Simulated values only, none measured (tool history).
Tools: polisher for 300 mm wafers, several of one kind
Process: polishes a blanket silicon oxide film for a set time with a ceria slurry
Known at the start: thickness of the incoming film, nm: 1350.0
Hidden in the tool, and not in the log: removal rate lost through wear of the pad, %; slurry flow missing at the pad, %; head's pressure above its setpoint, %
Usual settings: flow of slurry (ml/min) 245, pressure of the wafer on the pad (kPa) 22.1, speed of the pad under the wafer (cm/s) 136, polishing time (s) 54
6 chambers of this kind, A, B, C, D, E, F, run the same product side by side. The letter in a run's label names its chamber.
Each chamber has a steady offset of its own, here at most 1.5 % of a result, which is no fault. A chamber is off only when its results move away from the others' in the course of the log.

run	hour	flow of slurry (ml/min)	pressure of the wafer on the pad (kPa)	speed of the pad under the wafer (cm/s)	polishing time (s)	wafers polished on this pad	hours since the slurry nozzle was cleaned	hours since the head pressure was calibrated	film removed (angstrom)
1B	5.5	245	22.1	136	54	371	64.6	726.3	3576.4
2C	13.2	245	22.1	136	54	1450	92.7	91.3	3556.4
# hour 17.6: chamber E: worn pad replaced by a new one
# hour 18.4: chamber D: worn pad replaced by a new one
3F	18.4	245	22.1	136	54	530	106.5	102.7	3564.2
# hour 23.8: chamber C: worn pad replaced by a new one
4A	23.8	245	22.1	136	54	722	191.0	860.6	3541.3
5D	30.7	245	22.1	136	54	166	154.4	502.9	3525.6
# hour 37.6: chamber B: worn pad replaced by a new one
6E	39.1	245	22.1	136	54	290	206.8	370.0	3502.7
7A	46.4	245	22.1	136	54	1026	213.6	883.2	3515.5
# hour 50.0: chamber A: worn pad replaced by a new one
# hour 51.7: chamber E: head pressure recalibrated
8D	54.6	245	22.1	136	54	488	178.3	526.8	3596.6
# hour 57.8: chamber F: worn pad replaced by a new one
9C	61.3	245	22.1	136	54	505	140.8	139.4	3612.3
10F	67.9	245	27.6	100	54	136	156.0	152.2	3256.5
# hour 69.7: chamber E: worn pad replaced by a new one
11B	72.2	245	27.6	100	54	466	131.3	793.0	3325.2
12E	76.0	245	27.6	100	54	85	243.7	24.4	3252.3
13B	81.4	245	27.6	100	54	590	140.5	802.2	3287.6
14A	87.2	245	27.6	100	54	501	254.4	924.0	3396.3
# hour 88.9: chamber D: worn pad replaced by a new one
# hour 93.5: chamber B: worn pad replaced by a new one
15F	95.1	245	27.6	100	54	502	183.2	179.4	3310.9
16D	101.6	245	22.1	154	54	171	225.3	573.8	4031.1
17E	107.9	245	22.1	154	54	514	275.6	56.3	4000.9
18C	113.4	245	22.1	154	54	1206	192.9	191.5	3956.0
19F	117.8	245	22.1	154	54	808	205.9	202.1	4076.9
# hour 120.2: chamber C: worn pad replaced by a new one
20D	122.6	245	22.1	154	54	453	246.3	594.8	4018.9
# hour 128.9: chamber E: worn pad replaced by a new one
21B	130.2	245	22.1	154	54	494	189.3	851.0	4025.8
# hour 130.9: chamber B: head pressure recalibrated
# hour 136.4: chamber A: worn pad replaced by a new one
22A	137.4	245	25.5	136	46	13	304.6	974.2	3664.8
23C	145.4	245	25.5	136	46	339	224.9	223.5	3489.5
# hour 149.9: chamber A: slurry nozzle cleaned
# hour 151.7: chamber F: worn pad replaced by a new one
24E	153.5	245	25.5	136	46	331	321.2	101.9	3425.0
# hour 153.6: chamber B: worn pad replaced by a new one
25F	160.3	245	25.5	136	46	117	248.4	244.6	3576.9
26A	167.3	245	25.5	136	46	416	17.5	1004.1	3811.9
# hour 175.4: chamber D: worn pad replaced by a new one
27D	175.5	245	25.5	136	46	1	299.2	647.7	3529.9
28E	181.8	245	22.1	136	54	711	349.5	130.2	3480.9
# hour 185.7: chamber E: worn pad replaced by a new one
29B	187.7	245	22.1	136	54	460	246.8	56.8	3626.5
30C	196.2	245	22.1	136	54	1023	275.7	274.3	3644.8
31B	203.8	245	22.1	136	54	676	262.9	72.9	3511.8
32E	210.0	245	22.1	136	54	327	377.7	158.4	3432.0
# hour 212.4: chamber A: worn pad replaced by a new one
33A	217.3	245	22.1	136	54	66	67.5	1054.1	3929.0
# hour 224.3: chamber C: worn pad replaced by a new one
34C	224.5	245	22.1	136	54	3	304.0	302.6	3568.3
35F	231.3	245	22.1	136	54	1072	319.4	315.6	3537.8
36D	237.2	290	22.1	120	54	832	360.9	709.4	3227.3

What goes on in this fleet: one chamber off, a drifting gauge, or nothing beyond the chambers' own small offsets? Name the chamber and the cause, if any.

Chamber A drifts away from the others.
Cause: head's pressure above its setpoint, % = 9.68.

Here are 4 candidates for chamber A's next run, each the usual settings with a change, their results left as question marks. Which one brings its results back in line with what the others give on the usual settings?
In line means no further than this from the other chambers' mean on the usual settings: film removed (angstrom) 150.0
37A-1	243.4	250	22.1	150	54				?
37A-2	243.4	245	22.1	138	54				?
37A-3	243.4	245	22.1	132	54				?
37A-4	243.4	245	22.1	130	51				?

The other chambers' mean on the usual settings: film removed (angstrom) 3536.0
run	film removed (angstrom)
37A-1	4353.3
37A-2	3998.2
37A-3	3825.4
37A-4	3558.4
37A-4 brings the chamber back in line.
